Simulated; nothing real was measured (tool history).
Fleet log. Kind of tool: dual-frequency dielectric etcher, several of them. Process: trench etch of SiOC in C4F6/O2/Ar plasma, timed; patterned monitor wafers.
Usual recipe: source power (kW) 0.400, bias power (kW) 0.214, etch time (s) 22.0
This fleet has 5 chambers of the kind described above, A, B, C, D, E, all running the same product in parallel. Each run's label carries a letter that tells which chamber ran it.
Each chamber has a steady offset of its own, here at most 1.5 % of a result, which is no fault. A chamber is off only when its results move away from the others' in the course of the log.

| run | day | source power (kW) | bias power (kW) | etch time (s) | read-back reference wafer on the same gauge, depth_nm | mean etch depth across the wafer (Å) |
|---|---|---|---|---|---|---|
| 1C | 0.192 | 0.400 | 0.214 | 22.0 | 49.411 | 483.52 |
| 2B | 0.371 | 0.400 | 0.214 | 22.0 | 49.417 | 480.44 |
| 3A | 0.483 | 0.400 | 0.214 | 22.0 | 49.423 | 476.27 |
| 4E | 0.708 | 0.400 | 0.214 | 22.0 | 49.419 | 483.02 |
| 5D | 0.838 | 0.450 | 0.214 | 22.0 | 49.421 | 506.62 |
| 6E | 1.054 | 0.450 | 0.214 | 22.0 | 49.432 | 504.81 |
| 7B | 1.225 | 0.450 | 0.214 | 22.0 | 49.439 | 502.66 |
| 8A | 1.458 | 0.450 | 0.214 | 22.0 | 49.435 | 499.57 |
| 9C | 1.625 | 0.450 | 0.214 | 22.0 | 49.446 | 505.94 |
| 10D | 1.850 | 0.400 | 0.214 | 22.0 | 49.456 | 483.58 |
| 11B | 2.004 | 0.400 | 0.214 | 22.0 | 49.445 | 480.79 |
| 12C | 2.175 | 0.400 | 0.214 | 22.0 | 49.451 | 484.37 |
| 13D | 2.308 | 0.400 | 0.214 | 22.0 | 49.463 | 484.67 |
| 14A | 2.533 | 0.400 | 0.214 | 22.0 | 49.471 | 477.96 |
| 15E | 2.658 | 0.400 | 0.214 | 22.0 | 49.466 | 483.40 |
| 16B | 2.875 | 0.300 | 0.254 | 22.0 | 49.485 | 458.21 |
|  | 3.008 | chamber A: wet clean of the chamber |
| 17C | 3.050 | 0.300 | 0.254 | 22.0 | 49.479 | 459.89 |
| 18A | 3.275 | 0.300 | 0.254 | 22.0 | 49.501 | 453.23 |
|  | 3.517 | chamber C: source power generator calibrated |
| 19D | 3.525 | 0.300 | 0.254 | 22.0 | 49.501 | 459.53 |
| 20E | 3.642 | 0.300 | 0.254 | 22.0 | 49.505 | 458.75 |
| 21B | 3.812 | 0.400 | 0.214 | 22.0 | 49.508 | 482.48 |
| 22D | 4.054 | 0.400 | 0.172 | 22.0 | 49.508 | 452.84 |
| 23E | 4.258 | 0.400 | 0.172 | 22.0 | 49.517 | 451.18 |
|  | 4.442 | chamber E: wet clean of the chamber |
| 24C | 4.458 | 0.400 | 0.172 | 22.0 | 49.537 | 453.39 |
| 25A | 4.575 | 0.400 | 0.172 | 22.0 | 49.532 | 445.86 |
|  | 4.629 | chamber C: wet clean of the chamber |
| 26B | 4.792 | 0.400 | 0.172 | 22.0 | 49.534 | 448.94 |
| 27E | 4.988 | 0.400 | 0.214 | 22.0 | 49.536 | 483.98 |
| 28D | 5.196 | 0.400 | 0.214 | 18.5 | 49.552 | 407.92 |
|  | 5.333 | chamber C: bias power generator calibrated |
| 29A | 5.354 | 0.400 | 0.214 | 18.5 | 49.548 | 401.79 |
| 30C | 5.542 | 0.400 | 0.214 | 18.5 | 49.558 | 407.79 |
| 31E | 5.775 | 0.400 | 0.214 | 18.5 | 49.560 | 407.17 |
| 32A | 5.892 | 0.400 | 0.214 | 18.5 | 49.547 | 402.46 |
| 33B | 6.008 | 0.400 | 0.214 | 22.0 | 49.557 | 482.37 |
| 34C | 6.150 | 0.400 | 0.214 | 22.0 | 49.569 | 485.16 |
|  | 6.188 | chamber D: wet clean of the chamber |
| 35D | 6.300 | 0.400 | 0.214 | 22.0 | 49.577 | 485.15 |
| 36E | 6.408 | 0.400 | 0.214 | 22.0 | 49.594 | 484.39 |
| 37A | 6.529 | 0.320 | 0.262 | 22.0 | 49.574 | 469.00 |
| 38B | 6.662 | 0.320 | 0.262 | 22.0 | 49.597 | 474.55 |
| 39D | 6.921 | 0.320 | 0.262 | 22.0 | 49.585 | 476.98 |
| 40C | 7.100 | 0.320 | 0.262 | 22.0 | 49.588 | 477.75 |
| 41A | 7.300 | 0.320 | 0.262 | 22.0 | 49.603 | 469.76 |
| 42C | 7.483 | 0.400 | 0.214 | 22.0 | 49.600 | 485.78 |
| 43B | 7.717 | 0.400 | 0.214 | 22.0 | 49.615 | 482.71 |

Decide between three cases: one chamber stands off from its peers, the gauge reading all wafers drifts, or nothing is wrong past each chamber's small offset. Where a chamber is off, say which and what most likely put it there.

No chamber is off; the gauge reading every chamber's wafers drifts, which makes the whole fleet appear to move together.
Likeliest cause: gauge reads high (%) = 0.441.

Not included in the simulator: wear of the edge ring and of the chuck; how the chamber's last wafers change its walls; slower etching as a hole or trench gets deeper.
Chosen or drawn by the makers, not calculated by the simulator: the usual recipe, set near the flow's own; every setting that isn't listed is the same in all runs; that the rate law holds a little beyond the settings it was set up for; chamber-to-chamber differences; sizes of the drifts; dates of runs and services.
